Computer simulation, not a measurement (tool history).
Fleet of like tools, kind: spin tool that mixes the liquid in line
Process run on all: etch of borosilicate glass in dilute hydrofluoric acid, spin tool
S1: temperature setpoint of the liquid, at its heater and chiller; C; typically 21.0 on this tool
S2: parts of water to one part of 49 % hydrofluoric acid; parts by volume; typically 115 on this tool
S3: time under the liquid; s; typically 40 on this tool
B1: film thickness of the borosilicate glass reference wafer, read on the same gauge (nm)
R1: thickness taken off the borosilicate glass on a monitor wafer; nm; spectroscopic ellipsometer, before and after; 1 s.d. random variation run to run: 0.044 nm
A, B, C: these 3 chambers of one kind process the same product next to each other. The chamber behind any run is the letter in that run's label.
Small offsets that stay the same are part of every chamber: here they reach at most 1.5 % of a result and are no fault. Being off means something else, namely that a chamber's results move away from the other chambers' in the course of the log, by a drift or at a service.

run 1B hour=4.1 | S1=21.0 S2=115 S3=40 | B1=129.97 | R1=9.5687
run 2A hour=6.7 | S1=21.0 S2=115 S3=40 | B1=129.99 | R1=9.7985
run 3C hour=9.0 | S1=21.0 S2=115 S3=40 | B1=130.00 | R1=9.6344
run 4A hour=11.3 | S1=21.0 S2=115 S3=40 | B1=130.05 | R1=9.7943
run 5C hour=13.5 | S1=21.0 S2=115 S3=40 | B1=129.96 | R1=9.7536
run 6B hour=17.7 | S1=21.0 S2=115 S3=40 | B1=130.02 | R1=9.6067
run 7B hour=19.7 | S1=21.0 S2=115 S3=40 | B1=130.04 | R1=9.5457
run 8A hour=22.0 | S1=21.0 S2=115 S3=40 | B1=129.97 | R1=9.7562
run 9C hour=26.1 | S1=21.0 S2=115 S3=40 | B1=129.99 | R1=9.5941
run 10B hour=28.5 | S1=21.0 S2=115 S3=40 | B1=130.01 | R1=9.5781
run 11C hour=31.1 | S1=22.5 S2=115 S3=40 | B1=129.96 | R1=10.1910
run 12A hour=35.4 | S1=22.5 S2=115 S3=40 | B1=130.03 | R1=10.4000
run 13A hour=37.5 | S1=22.5 S2=115 S3=40 | B1=129.98 | R1=10.4050
run 14C hour=40.2 | S1=21.0 S2=115 S3=40 | B1=130.05 | R1=9.6280
run 15B hour=44.1 | S1=21.0 S2=115 S3=40 | B1=130.00 | R1=9.3131
run 16B hour=47.3 | S1=21.0 S2=115 S3=40 | B1=129.98 | R1=9.3637
run 17A hour=51.3 | S1=21.0 S2=115 S3=40 | B1=130.00 | R1=9.7616
run 18C hour=55.4 | S1=21.0 S2=115 S3=40 | B1=129.97 | R1=9.6552
run 19A hour=57.5 | S1=21.0 S2=115 S3=40 | B1=130.02 | R1=9.7811
run 20C hour=61.7 | S1=21.0 S2=115 S3=40 | B1=130.01 | R1=9.6443
run 21B hour=64.3 | S1=21.0 S2=85 S3=60 | B1=130.06 | R1=19.4550
run 22B hour=66.7 | S1=21.0 S2=85 S3=60 | B1=129.98 | R1=19.5500
run 23A hour=68.7 | S1=21.0 S2=85 S3=60 | B1=130.01 | R1=20.4760
run 24C hour=71.9 | S1=21.0 S2=115 S3=40 | B1=129.97 | R1=9.5704

Has any chamber moved away from the others, gradually or after a service, or does the common gauge drift, or do the chambers differ only by their own small steady offsets? State the chamber and the most likely cause if one applies.

Chamber B drifts away from the others.
Likeliest cause: hydrofluoric acid flow below the setpoint (%) = 4.73.
The log may not separate it from: liquid colder than its thermometer reads (K).

Here are 4 candidates for chamber B's next run, each the usual settings with a change, their results left as question marks. Which one brings its results back in line with what the others give on the usual settings?
Maximum distance from the other chambers' mean on the usual settings for a result to count as in line: R1 0.1500 nm
run 25B-1 hour=74.9 | S1=21.5 S2=115 S3=45 | R1=?
run 25B-2 hour=74.9 | S1=19.5 S2=115 S3=40 | R1=?
run 25B-3 hour=74.9 | S1=21.0 S2=115 S3=35 | R1=?
run 25B-4 hour=74.9 | S1=22.5 S2=115 S3=40 | R1=?

On the usual settings, the other chambers give on average: R1 9.6967 nm
run=25B-1 R1=10.4680
run=25B-2 R1=8.5937
run=25B-3 R1=7.9832
run=25B-4 R1=9.6782
25B-4 is the one that brings the chamber's results back in line with the other chambers.
